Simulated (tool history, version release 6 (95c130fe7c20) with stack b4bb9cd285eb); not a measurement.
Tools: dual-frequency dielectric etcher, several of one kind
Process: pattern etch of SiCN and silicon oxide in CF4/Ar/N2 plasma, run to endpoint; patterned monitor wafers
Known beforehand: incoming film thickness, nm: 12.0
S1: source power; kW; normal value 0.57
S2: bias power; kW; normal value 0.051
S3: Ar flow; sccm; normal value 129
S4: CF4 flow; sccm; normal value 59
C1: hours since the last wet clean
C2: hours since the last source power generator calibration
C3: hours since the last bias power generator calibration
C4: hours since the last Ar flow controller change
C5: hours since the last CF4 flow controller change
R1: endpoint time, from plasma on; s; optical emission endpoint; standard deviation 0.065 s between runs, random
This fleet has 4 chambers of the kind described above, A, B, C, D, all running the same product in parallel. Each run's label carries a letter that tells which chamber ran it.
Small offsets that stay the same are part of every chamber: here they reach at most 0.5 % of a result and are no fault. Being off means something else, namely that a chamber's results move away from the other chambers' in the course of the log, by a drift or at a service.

run   hour    S1     S2   S3  S4     C1      C2      C3      C4      C5      R1
 1A      7  0.57  0.051  129  59  174.7   501.7  2196.5  2492.4   736.4  13.551
 2D   14.5  0.57  0.051  129  59  241.3  3027.3   923.3   338.3  1385.4  13.713
 3B   19.8  0.57  0.051  129  59  264.5   691.6  1267.3    4817   545.9  13.658
 4C     25  0.57  0.051  129  59  382.7  1356.3  2089.3  1587.4  1301.7  13.574
 5C   29.9  0.57  0.051  129  59  387.6  1361.2  2094.2  1592.3  1306.6  13.576
 6B   33.9  0.57  0.051  129  59  278.6   705.7  1281.4  4831.1     560  13.504
 7D   37.8  0.57  0.039  129  59  264.6  3050.6   946.6   361.6  1408.7  14.892
 8A   43.9  0.57  0.039  129  59  211.6   538.6  2233.4  2529.3   773.3  14.827
 9A   48.3  0.57  0.039  129  59    216     543  2237.8  2533.7   777.7  14.794
      51.1  -- chamber C: wet clean of the chamber
10B   55.1  0.57  0.039  129  59  299.8   726.9  1302.6  4852.3   581.2  14.857
11C   61.4  0.57  0.051  129  59   10.3  1392.7  2125.7  1623.8  1338.1   13.58
12D     65  0.57  0.051  129  59  291.8  3077.8   973.8   388.8  1435.9  13.688
13B   71.6  0.57  0.051  129  59  316.3   743.4  1319.1  4868.8   597.7  13.588
14D   76.7  0.57  0.051  129  59  303.5  3089.5   985.5   400.5  1447.6   13.73
15A   82.3  0.57  0.051  129  59    250     577  2271.8  2567.7   811.7  13.595
16C   88.8  0.57  0.051  129  59   37.7  1420.1  2153.1  1651.2  1365.5  13.615
      90.7  -- chamber D: wet clean of the chamber
17C   92.4  0.57  0.051  129  59   41.3  1423.7  2156.7  1654.8  1369.1  13.693
18B   97.2  0.57  0.051  129  59  341.9     769  1344.7  4894.4   623.3  13.616
     102.8  -- chamber B: wet clean of the chamber
19A  104.6  0.57  0.051  129  59  272.3   599.3  2294.1    2590     834  13.428
20D  111.8  0.57  0.051  129  59   21.2  3124.6  1020.6   435.6  1482.7  13.701
21A  115.7  0.57  0.051  129  59  283.4   610.4  2305.2  2601.1   845.1  13.379
22B  119.2  0.57  0.051  129  59   16.5     791  1366.7  4916.4   645.3  13.695
23C  125.7  0.57  0.051  129  59   74.6    1457    2190  1688.1  1402.4  13.594
24D  133.3  0.57  0.041  129  59   42.7  3146.1  1042.1   457.1  1504.2   14.73
25B  137.8  0.57  0.041  129  59   35.1   809.6  1385.3    4935   663.9  14.717
26C    145  0.57  0.041  129  59   93.9  1476.3  2209.3  1707.4  1421.7  14.653
     150.7  -- chamber D: source power generator calibrated
27A  151.5  0.57  0.041  129  59  319.2   646.2    2341  2636.9   880.9   14.25
28D    157  0.57  0.051  129  59   66.4     6.4  1065.8   480.8  1527.9  13.741
29A  162.5  0.57  0.051  129  59  330.2   657.2    2352  2647.9   891.9  13.255
30C  166.1  0.57  0.051  129  59    115  1497.4  2230.4  1728.5  1442.8  13.758
31B    170  0.57  0.051  129  59   67.3   841.8  1417.5  4967.2   696.1  13.521
32D  174.2  0.57  0.051  129  59   83.6    23.6    1083     498  1545.1  13.685
33A  178.1  0.57  0.051  129  59  345.8   672.8  2367.6  2663.5   907.5  13.064
34B    185  0.57  0.051  129  59   82.3   856.8  1432.5  4982.2   711.1  13.622
35D  190.4  0.57  0.051  129  59   99.8    39.8  1099.2   514.2  1561.3  13.658
36C  196.7  0.57  0.051  129  59  145.6    1528    2261  1759.1  1473.4  13.605
37C  201.6  0.57  0.051  129  59  150.5  1532.9  2265.9    1764  1478.3  13.583
38B  208.8  0.57  0.051  129  47  106.1   880.6  1456.3    5006   734.9  14.313
39A    214  0.57  0.051  129  47  381.7   708.7  2403.5  2699.4   943.4   13.76
40D  219.2  0.57  0.051  129  47  128.6    68.6    1128     543  1590.1  14.217
41C  226.5  0.57  0.051  129  47  175.4  1557.8  2290.8  1788.9  1503.2  14.244
42B  231.6  0.57  0.051  129  59  128.9   903.4  1479.1  5028.8   757.7  13.652
43D    236  0.57  0.057  129  59  145.4    85.4  1144.8   559.8  1606.9  13.128

The same settings go to every chamber for the next run, one line per chamber below. Forecast the results for each:
44A  241.5  0.57  0.051  129  59                       ?
44B  241.5  0.57  0.051  129  59                       ?
44C  241.5  0.57  0.051  129  59                       ?
44D  241.5  0.57  0.051  129  59                       ?

run      R1
44A  13.054
44B  13.614
44C  13.754
44D  13.782

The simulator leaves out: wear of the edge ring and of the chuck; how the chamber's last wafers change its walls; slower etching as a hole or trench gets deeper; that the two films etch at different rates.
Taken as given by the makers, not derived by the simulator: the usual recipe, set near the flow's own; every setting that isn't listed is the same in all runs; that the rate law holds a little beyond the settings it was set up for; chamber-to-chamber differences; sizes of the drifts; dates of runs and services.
